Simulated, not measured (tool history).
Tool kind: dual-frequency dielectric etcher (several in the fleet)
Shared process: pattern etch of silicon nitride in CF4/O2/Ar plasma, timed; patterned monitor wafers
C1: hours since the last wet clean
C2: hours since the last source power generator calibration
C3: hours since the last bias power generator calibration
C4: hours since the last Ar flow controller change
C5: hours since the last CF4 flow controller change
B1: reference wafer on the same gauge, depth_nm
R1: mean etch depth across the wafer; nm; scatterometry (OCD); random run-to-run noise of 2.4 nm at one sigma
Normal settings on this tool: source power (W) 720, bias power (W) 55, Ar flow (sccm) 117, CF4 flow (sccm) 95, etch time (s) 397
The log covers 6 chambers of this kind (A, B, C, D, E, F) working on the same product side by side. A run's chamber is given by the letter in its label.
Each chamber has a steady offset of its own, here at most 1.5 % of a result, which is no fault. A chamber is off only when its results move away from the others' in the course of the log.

{"run": "1C", "day": 0.371, "source power (W)": 720, "bias power (W)": 55, "Ar flow (sccm)": 117, "CF4 flow (sccm)": 95, "etch time (s)": 397, "C1": 210.8, "C2": 3385.9, "C3": 1343.7, "C4": 1801.4, "C5": 429.9, "B1": 979.87, "R1": 1040.1}
{"day": 0.521, "done": "chamber B: wet clean of the chamber"}
{"day": 0.729, "done": "chamber F: source power generator calibrated"}
{"run": "2D", "day": 0.783, "source power (W)": 720, "bias power (W)": 55, "Ar flow (sccm)": 117, "CF4 flow (sccm)": 95, "etch time (s)": 397, "C1": 158.8, "C2": 2254.1, "C3": 1331.6, "C4": 3216.6, "C5": 3759.7, "B1": 980.26, "R1": 1040.1}
{"run": "3B", "day": 1.217, "source power (W)": 720, "bias power (W)": 55, "Ar flow (sccm)": 117, "CF4 flow (sccm)": 95, "etch time (s)": 397, "C1": 16.8, "C2": 34.0, "C3": 3542.3, "C4": 493.3, "C5": 4581.1, "B1": 980.01, "R1": 1059.3}
{"run": "4A", "day": 1.488, "source power (W)": 720, "bias power (W)": 55, "Ar flow (sccm)": 117, "CF4 flow (sccm)": 95, "etch time (s)": 397, "C1": 101.1, "C2": 981.7, "C3": 969.8, "C4": 885.0, "C5": 67.1, "B1": 980.03, "R1": 1039.0}
{"run": "5E", "day": 1.767, "source power (W)": 720, "bias power (W)": 55, "Ar flow (sccm)": 117, "CF4 flow (sccm)": 95, "etch time (s)": 397, "C1": 226.2, "C2": 3339.0, "C3": 1928.0, "C4": 1054.5, "C5": 2965.7, "B1": 979.65, "R1": 1051.9}
{"run": "6F", "day": 2.242, "source power (W)": 720, "bias power (W)": 55, "Ar flow (sccm)": 117, "CF4 flow (sccm)": 110, "etch time (s)": 397, "C1": 58.3, "C2": 36.4, "C3": 246.9, "C4": 1666.4, "C5": 903.3, "B1": 979.99, "R1": 1066.0}
{"run": "7F", "day": 2.554, "source power (W)": 720, "bias power (W)": 55, "Ar flow (sccm)": 117, "CF4 flow (sccm)": 110, "etch time (s)": 397, "C1": 65.8, "C2": 43.9, "C3": 254.4, "C4": 1673.9, "C5": 910.8, "B1": 979.49, "R1": 1070.7}
{"run": "8D", "day": 2.829, "source power (W)": 720, "bias power (W)": 55, "Ar flow (sccm)": 117, "CF4 flow (sccm)": 110, "etch time (s)": 397, "C1": 207.9, "C2": 2303.2, "C3": 1380.7, "C4": 3265.7, "C5": 3808.8, "B1": 979.89, "R1": 1061.9}
{"run": "9A", "day": 3.125, "source power (W)": 720, "bias power (W)": 55, "Ar flow (sccm)": 117, "CF4 flow (sccm)": 110, "etch time (s)": 397, "C1": 140.4, "C2": 1021.0, "C3": 1009.1, "C4": 924.3, "C5": 106.4, "B1": 979.56, "R1": 1061.8}
{"run": "10B", "day": 3.367, "source power (W)": 720, "bias power (W)": 55, "Ar flow (sccm)": 117, "CF4 flow (sccm)": 110, "etch time (s)": 397, "C1": 68.4, "C2": 85.6, "C3": 3593.9, "C4": 544.9, "C5": 4632.7, "B1": 980.09, "R1": 1081.8}
{"run": "11E", "day": 3.667, "source power (W)": 720, "bias power (W)": 55, "Ar flow (sccm)": 117, "CF4 flow (sccm)": 110, "etch time (s)": 397, "C1": 271.8, "C2": 3384.6, "C3": 1973.6, "C4": 1100.1, "C5": 3011.3, "B1": 980.38, "R1": 1069.4}
{"run": "12C", "day": 3.962, "source power (W)": 720, "bias power (W)": 55, "Ar flow (sccm)": 117, "CF4 flow (sccm)": 95, "etch time (s)": 397, "C1": 297.0, "C2": 3472.1, "C3": 1429.9, "C4": 1887.6, "C5": 516.1, "B1": 979.94, "R1": 1035.9}
{"run": "13C", "day": 4.321, "source power (W)": 720, "bias power (W)": 55, "Ar flow (sccm)": 117, "CF4 flow (sccm)": 95, "etch time (s)": 397, "C1": 305.6, "C2": 3480.7, "C3": 1438.5, "C4": 1896.2, "C5": 524.7, "B1": 979.38, "R1": 1041.2}
{"run": "14F", "day": 4.692, "source power (W)": 720, "bias power (W)": 55, "Ar flow (sccm)": 117, "CF4 flow (sccm)": 95, "etch time (s)": 397, "C1": 117.1, "C2": 95.2, "C3": 305.7, "C4": 1725.2, "C5": 962.1, "B1": 980.25, "R1": 1047.2}
{"run": "15E", "day": 5.121, "source power (W)": 720, "bias power (W)": 45, "Ar flow (sccm)": 117, "CF4 flow (sccm)": 95, "etch time (s)": 397, "C1": 306.7, "C2": 3419.5, "C3": 2008.5, "C4": 1135.0, "C5": 3046.2, "B1": 979.51, "R1": 975.94}
{"run": "16D", "day": 5.358, "source power (W)": 720, "bias power (W)": 45, "Ar flow (sccm)": 117, "CF4 flow (sccm)": 95, "etch time (s)": 397, "C1": 268.6, "C2": 2363.9, "C3": 1441.4, "C4": 3326.4, "C5": 3869.5, "B1": 980.18, "R1": 964.77}
{"run": "17A", "day": 5.658, "source power (W)": 720, "bias power (W)": 45, "Ar flow (sccm)": 117, "CF4 flow (sccm)": 95, "etch time (s)": 397, "C1": 201.2, "C2": 1081.8, "C3": 1069.9, "C4": 985.1, "C5": 167.2, "B1": 980.17, "R1": 968.04}
{"day": 5.7, "done": "chamber B: CF4 flow controller replaced"}
{"run": "18B", "day": 5.962, "source power (W)": 720, "bias power (W)": 45, "Ar flow (sccm)": 117, "CF4 flow (sccm)": 95, "etch time (s)": 397, "C1": 130.7, "C2": 147.9, "C3": 3656.2, "C4": 607.2, "C5": 6.3, "B1": 980.63, "R1": 985.04}
{"run": "19D", "day": 6.217, "source power (W)": 720, "bias power (W)": 45, "Ar flow (sccm)": 117, "CF4 flow (sccm)": 95, "etch time (s)": 397, "C1": 289.2, "C2": 2384.5, "C3": 1462.0, "C4": 3347.0, "C5": 3890.1, "B1": 980.31, "R1": 967.06}
{"run": "20C", "day": 6.504, "source power (W)": 720, "bias power (W)": 45, "Ar flow (sccm)": 117, "CF4 flow (sccm)": 95, "etch time (s)": 397, "C1": 358.0, "C2": 3533.1, "C3": 1490.9, "C4": 1948.6, "C5": 577.1, "B1": 980.08, "R1": 966.7}
{"day": 6.583, "done": "chamber B: bias power generator calibrated"}
{"day": 6.662, "done": "chamber C: bias power generator calibrated"}
{"run": "21B", "day": 6.817, "source power (W)": 720, "bias power (W)": 55, "Ar flow (sccm)": 117, "CF4 flow (sccm)": 95, "etch time (s)": 397, "C1": 151.2, "C2": 168.4, "C3": 5.7, "C4": 627.7, "C5": 26.8, "B1": 980.08, "R1": 1056.3}
{"run": "22F", "day": 7.3, "source power (W)": 720, "bias power (W)": 55, "Ar flow (sccm)": 117, "CF4 flow (sccm)": 95, "etch time (s)": 397, "C1": 179.7, "C2": 157.8, "C3": 368.3, "C4": 1787.8, "C5": 1024.7, "B1": 979.42, "R1": 1051.3}
{"run": "23A", "day": 7.762, "source power (W)": 720, "bias power (W)": 55, "Ar flow (sccm)": 117, "CF4 flow (sccm)": 95, "etch time (s)": 330, "C1": 251.7, "C2": 1132.3, "C3": 1120.4, "C4": 1035.6, "C5": 217.7, "B1": 979.59, "R1": 869.06}
{"run": "24E", "day": 8.05, "source power (W)": 720, "bias power (W)": 55, "Ar flow (sccm)": 117, "CF4 flow (sccm)": 95, "etch time (s)": 330, "C1": 377.0, "C2": 3489.8, "C3": 2078.8, "C4": 1205.3, "C5": 3116.5, "B1": 979.75, "R1": 870.61}
{"run": "25B", "day": 8.267, "source power (W)": 720, "bias power (W)": 55, "Ar flow (sccm)": 117, "CF4 flow (sccm)": 95, "etch time (s)": 330, "C1": 186.0, "C2": 203.2, "C3": 40.5, "C4": 662.5, "C5": 61.6, "B1": 980.24, "R1": 878.7}
{"run": "26C", "day": 8.679, "source power (W)": 720, "bias power (W)": 55, "Ar flow (sccm)": 117, "CF4 flow (sccm)": 95, "etch time (s)": 330, "C1": 410.2, "C2": 3585.3, "C3": 48.5, "C4": 2000.8, "C5": 629.3, "B1": 980.5, "R1": 862.57}
{"run": "27D", "day": 9.158, "source power (W)": 720, "bias power (W)": 55, "Ar flow (sccm)": 117, "CF4 flow (sccm)": 95, "etch time (s)": 330, "C1": 359.8, "C2": 2455.1, "C3": 1532.6, "C4": 3417.6, "C5": 3960.7, "B1": 979.94, "R1": 864.92}
{"run": "28E", "day": 9.462, "source power (W)": 720, "bias power (W)": 55, "Ar flow (sccm)": 117, "CF4 flow (sccm)": 95, "etch time (s)": 330, "C1": 410.9, "C2": 3523.7, "C3": 2112.7, "C4": 1239.2, "C5": 3150.4, "B1": 980.31, "R1": 873.14}
{"run": "29A", "day": 9.871, "source power (W)": 720, "bias power (W)": 55, "Ar flow (sccm)": 117, "CF4 flow (sccm)": 95, "etch time (s)": 397, "C1": 302.3, "C2": 1182.9, "C3": 1171.0, "C4": 1086.2, "C5": 268.3, "B1": 979.95, "R1": 1041.0}
{"run": "30F", "day": 10.279, "source power (W)": 720, "bias power (W)": 55, "Ar flow (sccm)": 117, "CF4 flow (sccm)": 95, "etch time (s)": 397, "C1": 251.2, "C2": 229.3, "C3": 439.8, "C4": 1859.3, "C5": 1096.2, "B1": 980.14, "R1": 1050.1}
{"run": "31D", "day": 10.575, "source power (W)": 720, "bias power (W)": 55, "Ar flow (sccm)": 117, "CF4 flow (sccm)": 95, "etch time (s)": 397, "C1": 393.8, "C2": 2489.1, "C3": 1566.6, "C4": 3451.6, "C5": 3994.7, "B1": 979.91, "R1": 1041.3}
{"run": "32A", "day": 10.8, "source power (W)": 720, "bias power (W)": 55, "Ar flow (sccm)": 117, "CF4 flow (sccm)": 95, "etch time (s)": 397, "C1": 324.6, "C2": 1205.2, "C3": 1193.3, "C4": 1108.5, "C5": 290.6, "B1": 980.53, "R1": 1041.1}
{"run": "33E", "day": 11.217, "source power (W)": 720, "bias power (W)": 55, "Ar flow (sccm)": 117, "CF4 flow (sccm)": 95, "etch time (s)": 397, "C1": 453.0, "C2": 3565.8, "C3": 2154.8, "C4": 1281.3, "C5": 3192.5, "B1": 980.05, "R1": 1052.7}
{"run": "34F", "day": 11.467, "source power (W)": 720, "bias power (W)": 55, "Ar flow (sccm)": 117, "CF4 flow (sccm)": 95, "etch time (s)": 397, "C1": 279.7, "C2": 257.8, "C3": 468.3, "C4": 1887.8, "C5": 1124.7, "B1": 980.35, "R1": 1048.8}
{"run": "35B", "day": 11.808, "source power (W)": 720, "bias power (W)": 55, "Ar flow (sccm)": 99, "CF4 flow (sccm)": 95, "etch time (s)": 432, "C1": 271.0, "C2": 288.2, "C3": 125.5, "C4": 747.5, "C5": 146.6, "B1": 980.24, "R1": 1169.4}
{"run": "36C", "day": 12.275, "source power (W)": 720, "bias power (W)": 55, "Ar flow (sccm)": 99, "CF4 flow (sccm)": 95, "etch time (s)": 432, "C1": 496.5, "C2": 3671.6, "C3": 134.8, "C4": 2087.1, "C5": 715.6, "B1": 979.96, "R1": 1158.5}
{"run": "37B", "day": 12.542, "source power (W)": 720, "bias power (W)": 55, "Ar flow (sccm)": 99, "CF4 flow (sccm)": 95, "etch time (s)": 432, "C1": 288.6, "C2": 305.8, "C3": 143.1, "C4": 765.1, "C5": 164.2, "B1": 980.01, "R1": 1175.5}
{"run": "38F", "day": 12.962, "source power (W)": 720, "bias power (W)": 55, "Ar flow (sccm)": 99, "CF4 flow (sccm)": 95, "etch time (s)": 432, "C1": 315.6, "C2": 293.7, "C3": 504.2, "C4": 1923.7, "C5": 1160.6, "B1": 980.39, "R1": 1162.9}
{"run": "39C", "day": 13.358, "source power (W)": 720, "bias power (W)": 55, "Ar flow (sccm)": 99, "CF4 flow (sccm)": 95, "etch time (s)": 432, "C1": 522.5, "C2": 3697.6, "C3": 160.8, "C4": 2113.1, "C5": 741.6, "B1": 979.87, "R1": 1157.8}
{"run": "40A", "day": 13.675, "source power (W)": 720, "bias power (W)": 55, "Ar flow (sccm)": 99, "CF4 flow (sccm)": 95, "etch time (s)": 432, "C1": 393.6, "C2": 1274.2, "C3": 1262.3, "C4": 1177.5, "C5": 359.6, "B1": 980.26, "R1": 1161.5}

Is one chamber out of step, is the gauge drifting, or do the chambers differ by no more than their own small offsets? For an off chamber, give its letter and the likeliest cause.

Beyond each chamber's small constant offset nothing stands out, and the gauge stays steady.
